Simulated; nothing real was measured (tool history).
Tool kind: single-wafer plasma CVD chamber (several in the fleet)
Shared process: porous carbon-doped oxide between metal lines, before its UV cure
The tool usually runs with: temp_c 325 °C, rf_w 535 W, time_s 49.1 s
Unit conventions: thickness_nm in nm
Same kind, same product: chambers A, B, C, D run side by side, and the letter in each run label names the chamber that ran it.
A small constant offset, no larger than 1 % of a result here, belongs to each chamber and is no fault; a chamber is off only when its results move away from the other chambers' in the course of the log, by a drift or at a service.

run,hour,temp_c,rf_w,time_s,"read-back reference wafer on the same gauge, thickness_nm",thickness_nm
1C,4.2,325,535,49.1,210.14,239.62
2A,10.6,325,535,49.1,210.10,242.21
3D,13.4,325,535,49.1,210.14,239.88
4B,18.1,325,535,49.1,210.16,241.82
5B,24.3,325,610,49.1,210.36,263.32
6D,27.2,325,610,49.1,210.33,262.18
7A,30.8,325,610,49.1,210.45,263.63
8C,34.1,325,610,49.1,210.36,261.10
9D,37.3,325,535,49.1,210.43,240.14
10A,42.0,325,535,49.1,210.45,242.31
11C,45.3,325,565,52.2,210.52,263.65
12B,48.6,325,565,52.2,210.51,266.49
13D,51.7,325,565,52.2,210.59,264.25
14A,55.8,325,565,52.2,210.60,267.42
15C,59.8,325,535,49.1,210.65,240.30
16B,66.1,325,535,49.1,210.79,242.34
17B,72.4,325,535,49.1,210.85,242.04
18D,75.6,325,535,49.1,210.90,240.97
19A,81.6,325,535,49.1,210.85,242.25
20C,86.8,325,535,49.1,210.97,240.41
21B,90.8,325,535,49.1,210.99,242.60
22D,97.1,325,535,49.1,211.12,241.02
23C,102.0,315,535,53.1,211.15,273.19
24A,106.3,315,535,53.1,211.33,275.69
25D,112.3,315,535,53.1,211.35,273.40
26C,117.0,315,535,53.1,211.29,273.00

Read the log: is a single chamber off, either drifting away or since a service, is the gauge that measures every chamber drifting, or is nothing wrong beyond small per-chamber offsets? Name any odd chamber and what most likely caused it.

No chamber is off; the gauge reading every chamber's wafers drifts, which makes the whole fleet appear to move together.
Most likely cause: gauge reads high (%) = 0.669.

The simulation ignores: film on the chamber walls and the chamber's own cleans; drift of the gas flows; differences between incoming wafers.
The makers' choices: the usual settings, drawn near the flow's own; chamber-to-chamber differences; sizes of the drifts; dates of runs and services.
